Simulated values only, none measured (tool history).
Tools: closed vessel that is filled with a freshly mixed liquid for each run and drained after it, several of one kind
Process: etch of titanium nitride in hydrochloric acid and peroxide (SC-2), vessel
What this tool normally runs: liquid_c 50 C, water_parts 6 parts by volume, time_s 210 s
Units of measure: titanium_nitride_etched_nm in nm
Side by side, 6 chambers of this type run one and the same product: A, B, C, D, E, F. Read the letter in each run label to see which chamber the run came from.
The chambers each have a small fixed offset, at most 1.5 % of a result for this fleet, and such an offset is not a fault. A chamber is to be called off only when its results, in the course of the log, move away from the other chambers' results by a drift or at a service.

run,hour,liquid_c,water_parts,time_s,hours since the thermometer was replaced,hours since the chemicals flow meter was replaced,hours since the drum of peroxide was connected,"read-back film thickness of the titanium nitride reference wafer, read on the same gauge (nm)",titanium_nitride_etched_nm
1D,6.6,50,6,210,243.5,1512.7,831.4,79.948,5.1506
2F,14.3,50,6,210,1622.1,1911.6,90.4,79.996,5.2192
3E,23.6,50,6,210,1022.3,1152.2,211.9,79.97,5.2459
4C,37,50,6,210,484.9,218.2,94,79.986,5.2458
5B,49.9,50,6,210,736.1,814.4,58.1,79.988,5.2392
6A,63.5,50,6,210,78.3,487.7,346.5,80.017,5.3161
7D,74.2,50,6,210,311.1,1580.3,899,79.98,5.1514
8F,87.1,50,6,210,1694.9,1984.4,163.2,79.96,5.1725
9B,100.2,50,6,315,786.4,864.7,108.4,80.014,7.7331
10C,107.7,50,6,315,555.6,288.9,164.7,79.999,7.7559
11A,119.3,50,6,315,134.1,543.5,402.3,79.979,7.8855
# hour 125.5: chamber F: chemicals flow meter replaced
12E,126.8,50,6,315,1125.5,1255.4,315.1,79.993,7.8621
13F,140.3,50,6,315,1748.1,14.8,216.4,79.996,7.7699
14D,153.7,50,6,315,390.6,1659.8,978.5,79.986,7.7496
15B,165.7,50,6,210,851.9,930.2,173.9,80.004,5.1593
16C,177.6,50,6,210,625.5,358.8,234.6,80.016,5.173
# hour 180.8: chamber D: new drum of peroxide connected
17E,190.4,50,6,210,1189.1,1319,378.7,80.03,5.3101
18A,198.1,50,6,210,212.9,622.3,481.1,80.006,5.2838
19A,210.5,50,6,210,225.3,634.7,493.5,80.009,5.306
20B,220.1,50,6,210,906.3,984.6,228.3,80.002,5.08
21D,228.8,50,6,210,465.7,1734.9,48.1,80.054,5.2213
22C,243.1,50,6,210,691,424.3,300.1,80.012,5.2116
23E,251.2,50,6,210,1249.9,1379.8,439.5,80.02,5.3179
# hour 254.8: chamber B: chemicals flow meter replaced
24F,258.8,45,4,210,1866.6,133.3,334.9,80.006,4.9956
25D,269,45,4,210,505.9,1775.1,88.3,80.007,4.8896
26C,277.6,45,4,210,725.5,458.8,334.6,80.012,5.0229
27E,286.1,45,4,210,1284.8,1414.7,474.4,79.972,5.0162
28B,292.4,45,4,210,978.6,37.7,300.6,80.031,4.7442
# hour 295.9: chamber C: chemicals flow meter replaced
29A,298.8,45,4,210,313.6,723,581.8,79.994,4.9648
30F,308.2,50,6,210,1916,182.7,384.3,79.991,5.2159
31A,314.4,50,6,210,329.2,738.6,597.4,80.011,5.1579
32F,320.9,50,6,210,1928.7,195.4,397,80.005,5.2714
# hour 324.2: chamber E: new drum of peroxide connected
33D,329.4,50,6,210,566.3,1835.5,148.7,80.055,5.1577
34E,341.5,50,6,210,1340.2,1470.1,17.4,80.013,5.2223
35B,348.1,50,6,210,1034.3,93.4,356.3,80.035,4.8811
36C,354.6,50,6,210,802.5,58.7,411.6,79.956,5.1573
37C,361.8,50,4,115,809.7,65.9,418.8,80.013,3.8046
38D,374.6,50,4,115,611.5,1880.7,193.9,80.001,3.7639
39A,385.5,50,4,115,400.3,809.7,668.5,80.03,3.8931
40F,394.8,50,4,115,2002.6,269.3,470.9,80.013,3.7523
41E,408.3,50,4,115,1407,1536.9,84.2,79.995,3.9395
42B,420,50,4,115,1106.2,165.3,428.2,80.014,3.4809

All 6 chambers run these settings next. Forecast each chamber's results:
43A,430.3,50,6,210,,,,,?
43B,430.3,50,6,210,,,,,?
43C,430.3,50,6,210,,,,,?
43D,430.3,50,6,210,,,,,?
43E,430.3,50,6,210,,,,,?
43F,430.3,50,6,210,,,,,?

run,titanium_nitride_etched_nm
43A,5.2592
43B,4.7
43C,5.1737
43D,5.2525
43E,5.2915
43F,5.2219

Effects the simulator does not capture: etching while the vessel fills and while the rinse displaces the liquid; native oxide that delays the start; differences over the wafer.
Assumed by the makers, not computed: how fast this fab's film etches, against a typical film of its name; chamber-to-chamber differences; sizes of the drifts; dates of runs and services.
